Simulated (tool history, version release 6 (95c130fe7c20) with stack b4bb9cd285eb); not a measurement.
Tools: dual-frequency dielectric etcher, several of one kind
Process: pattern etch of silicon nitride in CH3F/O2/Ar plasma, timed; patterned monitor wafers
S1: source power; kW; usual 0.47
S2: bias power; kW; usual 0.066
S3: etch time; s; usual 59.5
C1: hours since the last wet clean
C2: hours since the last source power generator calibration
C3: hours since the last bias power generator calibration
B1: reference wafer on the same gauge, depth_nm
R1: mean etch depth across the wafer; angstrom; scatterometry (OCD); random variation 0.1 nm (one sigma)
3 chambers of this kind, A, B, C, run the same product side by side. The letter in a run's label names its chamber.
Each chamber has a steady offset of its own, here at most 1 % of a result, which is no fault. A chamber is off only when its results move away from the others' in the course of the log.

{"run": "1A", "hour": 8.9, "S1": 0.47, "S2": 0.066, "S3": 59.5, "C1": 191.9, "C2": 1965, "C3": 395.3, "B1": 51.514, "R1": 432.69}
{"run": "2C", "hour": 16.2, "S1": 0.47, "S2": 0.066, "S3": 59.5, "C1": 219.7, "C2": 1511.8, "C3": 3491.1, "B1": 51.47, "R1": 430.38}
{"run": "3B", "hour": 23.2, "S1": 0.47, "S2": 0.066, "S3": 59.5, "C1": 244, "C2": 1836.5, "C3": 330.3, "B1": 51.514, "R1": 428.11}
{"run": "4A", "hour": 28.1, "S1": 0.47, "S2": 0.066, "S3": 59.5, "C1": 211.1, "C2": 1984.2, "C3": 414.5, "B1": 51.513, "R1": 433.6}
{"run": "5C", "hour": 33.1, "S1": 0.47, "S2": 0.066, "S3": 59.5, "C1": 236.6, "C2": 1528.7, "C3": 3508, "B1": 51.532, "R1": 429.99}
{"run": "6B", "hour": 39.4, "S1": 0.47, "S2": 0.066, "S3": 59.5, "C1": 260.2, "C2": 1852.7, "C3": 346.5, "B1": 51.51, "R1": 428.47}
{"run": "7C", "hour": 47.2, "S1": 0.51, "S2": 0.066, "S3": 59.5, "C1": 250.7, "C2": 1542.8, "C3": 3522.1, "B1": 51.474, "R1": 445.9}
{"run": "8B", "hour": 52.3, "S1": 0.51, "S2": 0.066, "S3": 59.5, "C1": 273.1, "C2": 1865.6, "C3": 359.4, "B1": 51.494, "R1": 443.71}
{"run": "9A", "hour": 57.2, "S1": 0.51, "S2": 0.066, "S3": 59.5, "C1": 240.2, "C2": 2013.3, "C3": 443.6, "B1": 51.513, "R1": 445.82}
{"run": "10C", "hour": 64.3, "S1": 0.47, "S2": 0.066, "S3": 59.5, "C1": 267.8, "C2": 1559.9, "C3": 3539.2, "B1": 51.532, "R1": 430.89}
{"run": "11B", "hour": 71.3, "S1": 0.47, "S2": 0.066, "S3": 59.5, "C1": 292.1, "C2": 1884.6, "C3": 378.4, "B1": 51.51, "R1": 429.99}
{"run": "12A", "hour": 82.4, "S1": 0.47, "S2": 0.066, "S3": 59.5, "C1": 265.4, "C2": 2038.5, "C3": 468.8, "B1": 51.548, "R1": 432.79}
{"run": "13C", "hour": 89.4, "S1": 0.47, "S2": 0.066, "S3": 59.5, "C1": 292.9, "C2": 1585, "C3": 3564.3, "B1": 51.507, "R1": 429.24}
{"run": "14A", "hour": 95.6, "S1": 0.47, "S2": 0.066, "S3": 59.5, "C1": 278.6, "C2": 2051.7, "C3": 482, "B1": 51.464, "R1": 429.15}
{"run": "15B", "hour": 103.6, "S1": 0.47, "S2": 0.066, "S3": 59.5, "C1": 324.4, "C2": 1916.9, "C3": 410.7, "B1": 51.48, "R1": 429.28}
{"run": "16B", "hour": 112.0, "S1": 0.47, "S2": 0.066, "S3": 59.5, "C1": 332.8, "C2": 1925.3, "C3": 419.1, "B1": 51.487, "R1": 428.82}
{"run": "17C", "hour": 116.8, "S1": 0.47, "S2": 0.066, "S3": 59.5, "C1": 320.3, "C2": 1612.4, "C3": 3591.7, "B1": 51.495, "R1": 429.14}
{"run": "18A", "hour": 123.8, "S1": 0.47, "S2": 0.066, "S3": 59.5, "C1": 306.8, "C2": 2079.9, "C3": 510.2, "B1": 51.46, "R1": 428.19}
{"run": "19C", "hour": 131.3, "S1": 0.47, "S2": 0.066, "S3": 59.5, "C1": 334.8, "C2": 1626.9, "C3": 3606.2, "B1": 51.478, "R1": 432.2}
{"run": "20A", "hour": 140.4, "S1": 0.47, "S2": 0.066, "S3": 59.5, "C1": 323.4, "C2": 2096.5, "C3": 526.8, "B1": 51.489, "R1": 428.03}
{"run": "21B", "hour": 151.0, "S1": 0.47, "S2": 0.066, "S3": 59.5, "C1": 371.8, "C2": 1964.3, "C3": 458.1, "B1": 51.489, "R1": 430.51}
{"run": "22A", "hour": 160.9, "S1": 0.47, "S2": 0.066, "S3": 59.5, "C1": 343.9, "C2": 2117, "C3": 547.3, "B1": 51.545, "R1": 424.87}
{"run": "23C", "hour": 167.2, "S1": 0.47, "S2": 0.066, "S3": 59.5, "C1": 370.7, "C2": 1662.8, "C3": 3642.1, "B1": 51.486, "R1": 429.93}
{"hour": 171.1, "done": "chamber B: wet clean of the chamber"}
{"run": "24B", "hour": 177.0, "S1": 0.47, "S2": 0.066, "S3": 59.5, "C1": 6, "C2": 1990.3, "C3": 484.1, "B1": 51.516, "R1": 431.23}
{"run": "25C", "hour": 184.4, "S1": 0.47, "S2": 0.072, "S3": 59.5, "C1": 387.9, "C2": 1680, "C3": 3659.3, "B1": 51.487, "R1": 444.26}
{"run": "26B", "hour": 189.5, "S1": 0.47, "S2": 0.072, "S3": 59.5, "C1": 18.5, "C2": 2002.8, "C3": 496.6, "B1": 51.488, "R1": 442.24}
{"run": "27A", "hour": 196.0, "S1": 0.47, "S2": 0.072, "S3": 59.5, "C1": 379, "C2": 2152.1, "C3": 582.4, "B1": 51.512, "R1": 435.26}
{"run": "28B", "hour": 204.0, "S1": 0.47, "S2": 0.066, "S3": 59.5, "C1": 33, "C2": 2017.3, "C3": 511.1, "B1": 51.496, "R1": 429.43}
{"run": "29A", "hour": 212.5, "S1": 0.47, "S2": 0.059, "S3": 43, "C1": 395.5, "C2": 2168.6, "C3": 598.9, "B1": 51.51, "R1": 293.88}

All 3 chambers run these settings next. Forecast each chamber's results:
{"run": "30A", "hour": 220.6, "S1": 0.47, "S2": 0.051, "S3": 59.5, "R1": "?"}
{"run": "30B", "hour": 220.6, "S1": 0.47, "S2": 0.051, "S3": 59.5, "R1": "?"}
{"run": "30C", "hour": 220.6, "S1": 0.47, "S2": 0.051, "S3": 59.5, "R1": "?"}

run=30A R1=388.13
run=30B R1=394.51
run=30C R1=394.54
